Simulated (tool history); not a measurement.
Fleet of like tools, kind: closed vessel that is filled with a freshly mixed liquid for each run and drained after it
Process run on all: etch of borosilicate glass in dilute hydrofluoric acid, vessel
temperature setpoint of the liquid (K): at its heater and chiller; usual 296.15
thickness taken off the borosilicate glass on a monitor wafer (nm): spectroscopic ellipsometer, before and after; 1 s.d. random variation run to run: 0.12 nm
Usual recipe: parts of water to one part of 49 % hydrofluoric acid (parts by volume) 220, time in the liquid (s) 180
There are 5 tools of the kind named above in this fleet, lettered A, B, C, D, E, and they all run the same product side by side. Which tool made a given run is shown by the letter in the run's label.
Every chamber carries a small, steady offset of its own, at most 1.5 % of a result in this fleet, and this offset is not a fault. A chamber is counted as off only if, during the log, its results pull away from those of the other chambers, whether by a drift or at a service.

run	hour	temperature setpoint of the liquid (K)	parts of water to one part of 49 % hydrofluoric acid (parts by volume)	time in the liquid (s)	read-back film thickness of the borosilicate glass reference wafer, read on the same gauge (nm)	thickness taken off the borosilicate glass on a monitor wafer (nm)
1C	8.2	296.15	220	180	140	25.613
2A	16.5	296.15	220	180	140	25.517
3D	22.4	296.15	220	180	139.99	25.512
4E	26.5	296.15	220	180	140	25.257
5B	34.2	296.15	320	105	140	9.2118
6E	42.8	296.15	320	105	140.01	9.0659
7B	49.4	296.15	320	105	140	9.2046
8D	53.7	296.15	320	105	140.02	9.3574
9A	60.6	296.15	320	105	140.01	9.1881
10C	68.1	296.15	220	180	140	25.535
11A	76	293.15	220	180	140.02	22.84
12D	83.1	293.15	220	180	140.02	22.72
13C	87.2	293.15	220	180	140	23.165
14B	93.1	293.15	220	180	140	22.389
15E	102.1	293.15	220	180	139.98	22.471
16E	108.1	293.15	220	95	140	11.859
17A	113.6	293.15	220	95	140.02	12.115
18C	118.6	293.15	220	95	139.99	12.297
19D	125.8	293.15	220	95	139.99	12.022
20B	135	293.15	220	95	139.99	11.86
21C	140	296.15	220	180	140	26.517
22D	145.4	296.15	220	180	139.98	25.343
23B	149.4	296.15	220	180	139.97	25.365
24E	157.9	296.15	220	180	140	25.186
25A	166	296.15	140	180	139.99	43.949
26E	171.5	296.15	140	180	140	43.623
27D	177.1	296.15	140	180	140.02	43.279
# hour 178.4: chamber A: hydrofluoric acid flow meter replaced
28A	185.3	296.15	140	180	140	44.488
29B	192.6	296.15	140	180	139.98	43.801
30C	197	296.15	220	180	139.98	26.649
31C	201.1	296.15	220	180	140.02	26.556
32E	205.8	296.15	220	180	140.01	25.33
33A	210.5	296.15	220	180	140	25.664
34B	216.2	296.15	220	180	140.01	25.462
35D	224.9	296.15	310	230	139.99	21.419
36E	232.2	296.15	310	230	140	20.778
37B	237.2	296.15	310	230	139.99	20.995
38A	244.6	296.15	310	230	140	21.144
39D	250.2	296.15	310	230	140	21.153

Each of the 5 chambers runs these same settings next. Fill in every chamber's results:
40A	256.8	296.15	220	180		?
40B	256.8	296.15	220	180		?
40C	256.8	296.15	220	180		?
40D	256.8	296.15	220	180		?
40E	256.8	296.15	220	180		?

run	thickness taken off the borosilicate glass on a monitor wafer (nm)
40A	25.655
40B	25.524
40C	26.865
40D	25.393
40E	25.092

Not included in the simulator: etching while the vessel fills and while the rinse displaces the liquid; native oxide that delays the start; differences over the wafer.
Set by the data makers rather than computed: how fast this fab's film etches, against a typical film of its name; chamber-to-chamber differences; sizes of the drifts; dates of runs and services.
